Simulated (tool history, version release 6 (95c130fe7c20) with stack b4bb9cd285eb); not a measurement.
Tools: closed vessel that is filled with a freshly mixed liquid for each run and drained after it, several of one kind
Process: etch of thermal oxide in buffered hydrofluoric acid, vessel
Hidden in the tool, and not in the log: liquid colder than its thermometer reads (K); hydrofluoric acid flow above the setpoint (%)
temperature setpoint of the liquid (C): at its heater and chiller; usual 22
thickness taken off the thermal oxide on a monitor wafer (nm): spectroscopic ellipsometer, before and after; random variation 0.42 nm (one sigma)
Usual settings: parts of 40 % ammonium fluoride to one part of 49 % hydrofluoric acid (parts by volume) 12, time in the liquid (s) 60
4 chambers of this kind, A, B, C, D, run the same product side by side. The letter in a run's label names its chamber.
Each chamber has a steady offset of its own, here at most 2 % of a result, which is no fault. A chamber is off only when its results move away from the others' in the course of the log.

run	hour	temperature setpoint of the liquid (C)	parts of 40 % ammonium fluoride to one part of 49 % hydrofluoric acid (parts by volume)	time in the liquid (s)	hours since the thermometer was replaced	hours since the hydrofluoric acid flow meter was replaced	read-back film thickness of the thermal oxide reference wafer, read on the same gauge (nm)	thickness taken off the thermal oxide on a monitor wafer (nm)
1B	7.7	22	12	60	161.7	1208.3	49.981	52.108
2A	14.7	22	12	60	563.0	401.5	50.012	52.651
3C	22.7	22	12	60	1504.4	65.7	50.004	51.842
4D	30.4	22	12	60	375.2	90.9	50.018	52.855
# hour 31.1: chamber C: thermometer replaced
5D	41.9	20	12	30	386.7	102.4	49.995	23.519
6B	50.9	20	12	30	204.9	1251.5	50.006	23.862
7C	60.4	20	12	30	29.3	103.4	50.002	23.553
8A	70.4	20	12	30	618.7	457.2	50.008	23.244
9C	76.7	22	12	60	45.6	119.7	50.016	52.644
10A	89.3	22	12	60	637.6	476.1	50.010	51.990
11D	98.7	22	12	85	443.5	159.2	50.016	74.513
12B	108.2	22	12	85	262.2	1308.8	50.004	74.575
13A	115.1	22	12	85	663.4	501.9	50.024	74.953
14B	126.1	22	12	85	280.1	1326.7	49.994	74.085
15C	137.4	22	12	60	106.3	180.4	50.011	52.039
16D	143.8	22	12	60	488.6	204.3	50.000	52.846
17D	152.0	22	12	60	496.8	212.5	49.997	52.188
18C	162.0	22	12	60	130.9	205.0	50.004	51.856
19B	174.5	22	12	60	328.5	1375.1	50.008	54.030
20A	183.4	22	12	60	731.7	570.2	49.993	52.350
21A	194.6	22	12	60	742.9	581.4	50.003	52.447
22D	202.8	22	12	60	547.6	263.3	49.999	53.228
23C	215.7	22	12	60	184.6	258.7	49.996	52.874
24B	221.5	22	12	60	375.5	1422.1	49.978	53.422
25C	229.1	22	12	60	198.0	272.1	50.009	52.601
26A	237.9	22	12	60	786.2	624.7	50.002	52.757
27B	247.1	22	12	60	401.1	1447.7	50.000	53.081
28D	255.5	22	12	60	600.3	316.0	50.002	52.980
# hour 257.3: chamber B: hydrofluoric acid flow meter replaced
29C	261.8	22	12	60	230.7	304.8	49.984	51.878
30A	267.9	22	12	40	816.2	654.7	49.998	34.825
31D	277.1	22	12	40	621.9	337.6	49.998	35.387
32B	284.1	22	12	40	438.1	26.9	50.001	35.332
33A	296.0	22	12	40	844.3	682.8	50.011	34.389
34C	302.2	22	12	60	271.1	345.2	49.998	52.642
35D	310.8	22	12	60	655.6	371.3	49.990	54.109
36B	318.5	22	12	50	472.5	61.3	50.008	44.059
37C	326.1	22	12	50	295.0	369.1	49.995	43.136
38D	332.2	22	12	50	677.0	392.7	49.996	44.401
39A	345.2	22	12	50	893.5	732.0	49.982	43.291
40B	354.8	22	12	60	508.8	97.6	50.001	52.642
41C	363.6	22	12	60	332.5	406.6	50.002	52.103

Next, every chamber runs the same settings. What will each give?
42A	373.0	22	12	60				?
42B	373.0	22	12	60				?
42C	373.0	22	12	60				?
42D	373.0	22	12	60				?

run	thickness taken off the thermal oxide on a monitor wafer (nm)
42A	52.406
42B	52.584
42C	52.111
42D	53.163
